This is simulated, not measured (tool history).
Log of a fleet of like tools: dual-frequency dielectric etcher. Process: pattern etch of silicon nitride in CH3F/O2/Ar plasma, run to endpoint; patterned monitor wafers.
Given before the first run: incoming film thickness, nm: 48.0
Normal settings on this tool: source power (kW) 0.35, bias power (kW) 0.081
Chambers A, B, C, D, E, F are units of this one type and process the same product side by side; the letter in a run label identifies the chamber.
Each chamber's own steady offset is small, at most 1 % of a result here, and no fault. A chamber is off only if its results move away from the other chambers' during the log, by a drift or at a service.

run	day	source power (kW)	bias power (kW)	endpoint time (s)
1F	0.1	0.35	0.081	70.844
2E	0.267	0.35	0.081	70.84
3B	0.375	0.35	0.081	69.336
4A	0.5	0.35	0.081	69.774
5D	0.633	0.28	0.081	75.564
6C	0.783	0.28	0.081	76.668
7E	0.912	0.28	0.081	76.272
# day 0.967: chamber F: wet clean of the chamber
8B	1.104	0.28	0.081	75.377
9F	1.188	0.28	0.081	76.655
10C	1.371	0.28	0.081	76.151
11A	1.492	0.35	0.081	70.138
12D	1.667	0.35	0.081	70.142
13B	1.788	0.42	0.1	59.858
14E	1.9	0.42	0.1	60.736
15A	2.062	0.42	0.1	61.097
16D	2.162	0.42	0.1	61.025
17C	2.279	0.42	0.1	60.812
18F	2.433	0.42	0.1	60.917
19A	2.617	0.35	0.081	70.804
20B	2.771	0.35	0.081	69.569
# day 2.804: chamber E: wet clean of the chamber
21C	2.892	0.35	0.081	70.392
22E	3.054	0.35	0.081	70.826
23F	3.179	0.3	0.087	72.381
24D	3.3	0.3	0.087	72.604
25D	3.408	0.3	0.087	72.746
26A	3.533	0.3	0.087	72.408
27C	3.617	0.3	0.087	71.941
28E	3.796	0.3	0.087	72.272
29B	3.942	0.35	0.081	68.908
30F	4.058	0.31	0.07	77.737
31A	4.229	0.31	0.07	77.611
32F	4.312	0.31	0.07	77.82
33B	4.471	0.31	0.07	76.199
34C	4.567	0.31	0.07	76.827
35E	4.754	0.31	0.07	78.228
36D	4.854	0.35	0.081	70.427
37B	4.954	0.35	0.081	69.701
38D	5.062	0.35	0.081	70.063
39F	5.192	0.35	0.081	70.979
40C	5.296	0.35	0.081	70.656
41A	5.408	0.35	0.081	70.14
42E	5.554	0.35	0.081	70.42
43D	5.671	0.35	0.081	70.014

Next, every chamber runs the same settings. What will each give?
44A	5.804	0.35	0.081	?
44B	5.804	0.35	0.081	?
44C	5.804	0.35	0.081	?
44D	5.804	0.35	0.081	?
44E	5.804	0.35	0.081	?
44F	5.804	0.35	0.081	?

run	endpoint time (s)
44A	69.519
44B	69.473
44C	69.973
44D	69.678
44E	70.907
44F	70.787

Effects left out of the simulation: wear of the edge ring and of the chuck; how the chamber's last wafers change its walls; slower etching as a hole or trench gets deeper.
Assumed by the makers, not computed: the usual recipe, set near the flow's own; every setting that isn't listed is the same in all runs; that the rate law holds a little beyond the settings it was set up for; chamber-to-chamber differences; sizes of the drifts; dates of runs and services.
